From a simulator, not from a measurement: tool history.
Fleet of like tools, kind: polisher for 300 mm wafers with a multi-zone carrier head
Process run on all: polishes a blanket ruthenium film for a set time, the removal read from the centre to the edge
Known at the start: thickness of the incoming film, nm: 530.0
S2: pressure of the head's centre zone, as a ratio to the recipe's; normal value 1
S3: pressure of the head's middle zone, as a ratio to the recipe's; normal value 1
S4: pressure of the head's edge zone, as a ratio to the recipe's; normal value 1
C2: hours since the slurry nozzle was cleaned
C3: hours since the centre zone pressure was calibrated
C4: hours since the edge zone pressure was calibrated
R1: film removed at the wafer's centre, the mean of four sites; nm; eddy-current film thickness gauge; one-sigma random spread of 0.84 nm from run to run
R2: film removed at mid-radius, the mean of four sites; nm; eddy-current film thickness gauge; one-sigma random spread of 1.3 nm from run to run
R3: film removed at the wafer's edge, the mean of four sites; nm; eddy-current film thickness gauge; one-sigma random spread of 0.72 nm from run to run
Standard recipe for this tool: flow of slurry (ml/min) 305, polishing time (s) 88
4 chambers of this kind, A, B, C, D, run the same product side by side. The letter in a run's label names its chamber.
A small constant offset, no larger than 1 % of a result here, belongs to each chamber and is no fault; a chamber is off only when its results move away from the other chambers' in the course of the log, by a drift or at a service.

{"run": "1A", "hour": 4.4, "flow of slurry (ml/min)": 305, "S2": 1, "S3": 1, "S4": 1, "polishing time (s)": 88, "wafers polished on this pad": 324, "C2": 796.7, "C3": 277.9, "C4": 832.3, "R1": 90.015, "R2": 89.802, "R3": 90.906}
{"run": "2D", "hour": 11.5, "flow of slurry (ml/min)": 305, "S2": 1, "S3": 1, "S4": 1, "polishing time (s)": 88, "wafers polished on this pad": 699, "C2": 295.2, "C3": 267.6, "C4": 315, "R1": 89.784, "R2": 91.786, "R3": 91.056}
{"run": "3C", "hour": 19.2, "flow of slurry (ml/min)": 305, "S2": 1, "S3": 1, "S4": 1, "polishing time (s)": 88, "wafers polished on this pad": 453, "C2": 156.3, "C3": 904.7, "C4": 160.1, "R1": 91.272, "R2": 90.952, "R3": 91.639}
{"run": "4B", "hour": 24.0, "flow of slurry (ml/min)": 305, "S2": 1, "S3": 1, "S4": 1, "polishing time (s)": 88, "wafers polished on this pad": 375, "C2": 367.3, "C3": 134.6, "C4": 195.1, "R1": 88.791, "R2": 89.431, "R3": 90.814}
{"hour": 27.9, "done": "chamber A: slurry nozzle cleaned"}
{"run": "5C", "hour": 32.7, "flow of slurry (ml/min)": 305, "S2": 1, "S3": 1, "S4": 1, "polishing time (s)": 88, "wafers polished on this pad": 623, "C2": 169.8, "C3": 918.2, "C4": 173.6, "R1": 90.912, "R2": 90.31, "R3": 90.278}
{"run": "6B", "hour": 37.5, "flow of slurry (ml/min)": 305, "S2": 1, "S3": 1, "S4": 1, "polishing time (s)": 88, "wafers polished on this pad": 545, "C2": 380.8, "C3": 148.1, "C4": 208.6, "R1": 91.746, "R2": 90.574, "R3": 90.909}
{"hour": 39.1, "done": "chamber C: worn pad replaced by a new one"}
{"run": "7A", "hour": 42.6, "flow of slurry (ml/min)": 305, "S2": 1, "S3": 1, "S4": 1, "polishing time (s)": 88, "wafers polished on this pad": 807, "C2": 14.7, "C3": 316.1, "C4": 870.5, "R1": 89.844, "R2": 89.254, "R3": 90.085}
{"run": "8D", "hour": 51.8, "flow of slurry (ml/min)": 305, "S2": 1, "S3": 1, "S4": 1, "polishing time (s)": 88, "wafers polished on this pad": 1208, "C2": 335.5, "C3": 307.9, "C4": 355.3, "R1": 89.947, "R2": 90.692, "R3": 89.94}
{"run": "9D", "hour": 56.3, "flow of slurry (ml/min)": 305, "S2": 1, "S3": 1, "S4": 1, "polishing time (s)": 88, "wafers polished on this pad": 1265, "C2": 340, "C3": 312.4, "C4": 359.8, "R1": 91.043, "R2": 91.836, "R3": 88.358}
{"run": "10A", "hour": 62.7, "flow of slurry (ml/min)": 305, "S2": 1, "S3": 1, "S4": 1, "polishing time (s)": 88, "wafers polished on this pad": 1061, "C2": 34.8, "C3": 336.2, "C4": 890.6, "R1": 90.254, "R2": 92.355, "R3": 89.802}
{"hour": 66.5, "done": "chamber A: worn pad replaced by a new one"}
{"run": "11C", "hour": 69.8, "flow of slurry (ml/min)": 305, "S2": 1, "S3": 1, "S4": 1, "polishing time (s)": 88, "wafers polished on this pad": 388, "C2": 206.9, "C3": 955.3, "C4": 210.7, "R1": 91.07, "R2": 90.341, "R3": 90.66}
{"hour": 70.5, "done": "chamber D: centre zone pressure recalibrated"}
{"hour": 70.7, "done": "chamber B: slurry nozzle cleaned"}
{"run": "12B", "hour": 74.5, "flow of slurry (ml/min)": 305, "S2": 1, "S3": 1, "S4": 1, "polishing time (s)": 88, "wafers polished on this pad": 1013, "C2": 3.8, "C3": 185.1, "C4": 245.6, "R1": 89.764, "R2": 89.95, "R3": 91.293}
{"hour": 75.3, "done": "chamber C: slurry nozzle cleaned"}
{"run": "13A", "hour": 80.0, "flow of slurry (ml/min)": 305, "S2": 1, "S3": 1, "S4": 1, "polishing time (s)": 88, "wafers polished on this pad": 171, "C2": 52.1, "C3": 353.5, "C4": 907.9, "R1": 90.737, "R2": 90.893, "R3": 91.34}
{"run": "14B", "hour": 86.4, "flow of slurry (ml/min)": 305, "S2": 1, "S3": 1, "S4": 1, "polishing time (s)": 88, "wafers polished on this pad": 1163, "C2": 15.7, "C3": 197, "C4": 257.5, "R1": 91.149, "R2": 91.98, "R3": 91.948}
{"hour": 92.4, "done": "chamber C: worn pad replaced by a new one"}
{"hour": 92.6, "done": "chamber B: worn pad replaced by a new one"}
{"run": "15D", "hour": 92.6, "flow of slurry (ml/min)": 305, "S2": 1, "S3": 1, "S4": 1, "polishing time (s)": 88, "wafers polished on this pad": 1724, "C2": 376.3, "C3": 22.1, "C4": 396.1, "R1": 86.168, "R2": 89.549, "R3": 87.916}
{"run": "16C", "hour": 99.8, "flow of slurry (ml/min)": 365, "S2": 1, "S3": 1, "S4": 1, "polishing time (s)": 59, "wafers polished on this pad": 93, "C2": 24.5, "C3": 985.3, "C4": 240.7, "R1": 61.235, "R2": 62.249, "R3": 61.111}
{"run": "17A", "hour": 109.3, "flow of slurry (ml/min)": 365, "S2": 1, "S3": 1, "S4": 1, "polishing time (s)": 59, "wafers polished on this pad": 541, "C2": 81.4, "C3": 382.8, "C4": 937.2, "R1": 62.662, "R2": 63.544, "R3": 61.081}
{"run": "18B", "hour": 113.9, "flow of slurry (ml/min)": 365, "S2": 1, "S3": 1, "S4": 1, "polishing time (s)": 59, "wafers polished on this pad": 269, "C2": 43.2, "C3": 224.5, "C4": 285, "R1": 61.456, "R2": 63.275, "R3": 62.008}
{"run": "19C", "hour": 120.9, "flow of slurry (ml/min)": 365, "S2": 1, "S3": 1, "S4": 1, "polishing time (s)": 59, "wafers polished on this pad": 360, "C2": 45.6, "C3": 1006.4, "C4": 261.8, "R1": 62.255, "R2": 63.178, "R3": 62.336}
{"run": "20D", "hour": 126.3, "flow of slurry (ml/min)": 305, "S2": 1, "S3": 1, "S4": 1, "polishing time (s)": 88, "wafers polished on this pad": 2149, "C2": 410, "C3": 55.8, "C4": 429.8, "R1": 86.769, "R2": 87.525, "R3": 86.445}
{"run": "21A", "hour": 135.7, "flow of slurry (ml/min)": 305, "S2": 1, "S3": 1.08, "S4": 1, "polishing time (s)": 88, "wafers polished on this pad": 875, "C2": 107.8, "C3": 409.2, "C4": 963.6, "R1": 90.49, "R2": 97.642, "R3": 90.327}
{"run": "22C", "hour": 140.2, "flow of slurry (ml/min)": 305, "S2": 1, "S3": 1.08, "S4": 1, "polishing time (s)": 88, "wafers polished on this pad": 604, "C2": 64.9, "C3": 1025.7, "C4": 281.1, "R1": 92.729, "R2": 94.61, "R3": 91.967}
{"hour": 142.9, "done": "chamber C: worn pad replaced by a new one"}
{"hour": 144.6, "done": "chamber A: worn pad replaced by a new one"}
{"run": "23D", "hour": 146.6, "flow of slurry (ml/min)": 305, "S2": 1, "S3": 1.08, "S4": 1, "polishing time (s)": 88, "wafers polished on this pad": 2406, "C2": 430.3, "C3": 76.1, "C4": 450.1, "R1": 84.49, "R2": 93.577, "R3": 85.523}
{"run": "24B", "hour": 151.6, "flow of slurry (ml/min)": 305, "S2": 1, "S3": 1.08, "S4": 1, "polishing time (s)": 88, "wafers polished on this pad": 745, "C2": 80.9, "C3": 262.2, "C4": 322.7, "R1": 90.63, "R2": 97.917, "R3": 92.261}
{"run": "25C", "hour": 160.5, "flow of slurry (ml/min)": 305, "S2": 1, "S3": 1, "S4": 1, "polishing time (s)": 88, "wafers polished on this pad": 223, "C2": 85.2, "C3": 1046, "C4": 301.4, "R1": 91.494, "R2": 91.89, "R3": 91.187}
{"run": "26B", "hour": 165.4, "flow of slurry (ml/min)": 305, "S2": 1, "S3": 1, "S4": 1, "polishing time (s)": 88, "wafers polished on this pad": 920, "C2": 94.7, "C3": 276, "C4": 336.5, "R1": 90.196, "R2": 87.95, "R3": 91.105}
{"run": "27A", "hour": 173.6, "flow of slurry (ml/min)": 305, "S2": 1, "S3": 1, "S4": 1, "polishing time (s)": 88, "wafers polished on this pad": 367, "C2": 145.7, "C3": 447.1, "C4": 1001.5, "R1": 90.463, "R2": 91.113, "R3": 89.666}
{"hour": 174.1, "done": "chamber A: edge zone pressure recalibrated"}
{"run": "28D", "hour": 181.6, "flow of slurry (ml/min)": 305, "S2": 1, "S3": 1, "S4": 1, "polishing time (s)": 88, "wafers polished on this pad": 2848, "C2": 465.3, "C3": 111.1, "C4": 485.1, "R1": 84.446, "R2": 85.854, "R3": 83.557}
{"hour": 189.7, "done": "chamber D: edge zone pressure recalibrated"}
{"run": "29B", "hour": 190.8, "flow of slurry (ml/min)": 305, "S2": 1, "S3": 1, "S4": 1, "polishing time (s)": 88, "wafers polished on this pad": 1241, "C2": 120.1, "C3": 301.4, "C4": 361.9, "R1": 92.244, "R2": 91.43, "R3": 92.072}
{"run": "30A", "hour": 195.8, "flow of slurry (ml/min)": 305, "S2": 1, "S3": 1, "S4": 1, "polishing time (s)": 88, "wafers polished on this pad": 647, "C2": 167.9, "C3": 469.3, "C4": 21.7, "R1": 91.139, "R2": 91.2, "R3": 90.819}
{"hour": 196.2, "done": "chamber C: worn pad replaced by a new one"}
{"run": "31C", "hour": 204.3, "flow of slurry (ml/min)": 305, "S2": 1, "S3": 1, "S4": 1, "polishing time (s)": 88, "wafers polished on this pad": 102, "C2": 129, "C3": 1089.8, "C4": 345.2, "R1": 90.053, "R2": 93.194, "R3": 91.331}
{"hour": 210.5, "done": "chamber B: worn pad replaced by a new one"}
{"run": "32D", "hour": 211.6, "flow of slurry (ml/min)": 305, "S2": 1, "S3": 1, "S4": 1, "polishing time (s)": 88, "wafers polished on this pad": 3227, "C2": 495.3, "C3": 141.1, "C4": 21.9, "R1": 84.12, "R2": 83.122, "R3": 83.319}
{"run": "33A", "hour": 217.0, "flow of slurry (ml/min)": 305, "S2": 1, "S3": 1, "S4": 1, "polishing time (s)": 88, "wafers polished on this pad": 915, "C2": 189.1, "C3": 490.5, "C4": 42.9, "R1": 91.755, "R2": 90.167, "R3": 90.547}
{"run": "34D", "hour": 221.5, "flow of slurry (ml/min)": 305, "S2": 1, "S3": 1, "S4": 1, "polishing time (s)": 88, "wafers polished on this pad": 3352, "C2": 505.2, "C3": 151, "C4": 31.8, "R1": 81.152, "R2": 84.964, "R3": 82.11}
{"hour": 223.5, "done": "chamber A: worn pad replaced by a new one"}
{"run": "35B", "hour": 226.5, "flow of slurry (ml/min)": 305, "S2": 1, "S3": 1, "S4": 1, "polishing time (s)": 88, "wafers polished on this pad": 202, "C2": 155.8, "C3": 337.1, "C4": 397.6, "R1": 91.303, "R2": 90.606, "R3": 90.526}
{"run": "36C", "hour": 235.5, "flow of slurry (ml/min)": 305, "S2": 0.91, "S3": 0.91, "S4": 1, "polishing time (s)": 88, "wafers polished on this pad": 496, "C2": 160.2, "C3": 1121, "C4": 376.4, "R1": 82.403, "R2": 81.224, "R3": 92.165}
{"run": "37A", "hour": 241.3, "flow of slurry (ml/min)": 305, "S2": 0.91, "S3": 0.91, "S4": 1, "polishing time (s)": 88, "wafers polished on this pad": 225, "C2": 213.4, "C3": 514.8, "C4": 67.2, "R1": 80.377, "R2": 84.117, "R3": 91.475}
{"run": "38B", "hour": 248.6, "flow of slurry (ml/min)": 305, "S2": 0.91, "S3": 0.91, "S4": 1, "polishing time (s)": 88, "wafers polished on this pad": 481, "C2": 177.9, "C3": 359.2, "C4": 419.7, "R1": 81.132, "R2": 85.143, "R3": 90.505}
{"hour": 250.3, "done": "chamber C: worn pad replaced by a new one"}
{"run": "39C", "hour": 254.9, "flow of slurry (ml/min)": 305, "S2": 0.91, "S3": 0.91, "S4": 1, "polishing time (s)": 88, "wafers polished on this pad": 58, "C2": 179.6, "C3": 1140.4, "C4": 395.8, "R1": 82.919, "R2": 81.77, "R3": 92.467}

Does one chamber stand apart from the rest, does the shared gauge drift, or is all well apart from small per-chamber offsets? Give the chamber and the most likely cause, where there is one.

Chamber D drifts away from the others.
What lies behind it: removal rate lost through wear of the pad, % = 9.94.

Which of the 4 candidates below, each the usual settings with something changed and its results left as question marks, puts chamber D back in line with what the other chambers give on the usual settings?
To be in line, a result may differ from the other chambers' mean on the usual settings by at most: R1 3 nm; R2 4.6 nm; R3 2.5 nm
{"run": "40D-1", "hour": 261.7, "flow of slurry (ml/min)": 305, "S2": 1, "S3": 1.01, "S4": 0.99, "polishing time (s)": 78, "R1": "?", "R2": "?", "R3": "?"}
{"run": "40D-2", "hour": 261.7, "flow of slurry (ml/min)": 310, "S2": 1, "S3": 0.99, "S4": 1.02, "polishing time (s)": 109, "R1": "?", "R2": "?", "R3": "?"}
{"run": "40D-3", "hour": 261.7, "flow of slurry (ml/min)": 305, "S2": 1, "S3": 0.99, "S4": 1.01, "polishing time (s)": 98, "R1": "?", "R2": "?", "R3": "?"}
{"run": "40D-4", "hour": 261.7, "flow of slurry (ml/min)": 300, "S2": 1, "S3": 1.01, "S4": 0.98, "polishing time (s)": 71, "R1": "?", "R2": "?", "R3": "?"}

The other chambers' mean on the usual settings: R1 91.003 nm; R2 90.753 nm; R3 91.046 nm
run=40D-1 R1=71.536 R2=73.363 R3=71.466
run=40D-2 R1=100.12 R2=100.82 R3=101.62
run=40D-3 R1=89.865 R2=90.502 R3=90.776
run=40D-4 R1=65 R2=66.672 R3=64.624
40D-3 is the one that brings the chamber's results back in line with the other chambers.
